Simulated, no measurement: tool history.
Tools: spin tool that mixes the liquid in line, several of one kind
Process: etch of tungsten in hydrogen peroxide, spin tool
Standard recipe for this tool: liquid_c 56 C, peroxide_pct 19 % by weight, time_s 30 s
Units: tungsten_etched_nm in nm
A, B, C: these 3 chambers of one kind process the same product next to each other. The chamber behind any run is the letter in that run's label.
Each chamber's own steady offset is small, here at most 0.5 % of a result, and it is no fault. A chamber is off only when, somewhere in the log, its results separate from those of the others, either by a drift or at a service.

run,hour,liquid_c,peroxide_pct,time_s,"read-back film thickness of the tungsten reference wafer, read on the same gauge (nm)",tungsten_etched_nm
1B,6.7,56,19,30,109.99,90.490
2A,18.7,56,19,30,110.00,90.351
3C,28.0,56,19,30,109.98,89.766
4C,36.1,56,19,30,110.02,89.633
5B,44.5,56,19,30,109.99,89.277
6A,54.1,56,19,30,110.01,91.192
7C,62.3,56,19,30,110.02,90.294
8A,75.2,56,19,30,110.01,90.964
9B,87.0,56,19,30,110.00,91.099
# hour 95.0: chamber C: new drum of peroxide connected
10C,95.3,52,14,30,110.00,61.688
11A,102.3,52,14,30,109.99,60.256
12B,108.6,52,14,30,110.02,62.075
13C,118.4,56,19,30,110.00,89.762
14A,127.8,56,19,30,110.00,90.519
15B,137.6,56,19,30,110.01,93.357
16A,144.4,56,19,30,109.99,92.113
17C,156.1,56,19,30,110.00,90.729
18B,162.1,56,19,30,109.99,94.283
19B,169.9,56,19,30,109.99,94.717
20C,178.9,56,19,30,109.99,89.788
21A,190.5,56,19,30,109.99,91.818
22C,203.5,56,19,30,109.99,90.192
23B,210.7,56,19,30,109.99,97.522
24A,222.9,56,19,30,110.01,91.043
25B,228.8,56,19,30,110.00,97.484
26C,237.2,56,19,30,110.01,90.154

All 3 chambers run these settings next. Forecast each chamber's results:
27A,246.8,56,19,30,,?
27B,246.8,56,19,30,,?
27C,246.8,56,19,30,,?

run,tungsten_etched_nm
27A,89.766
27B,98.362
27C,89.276
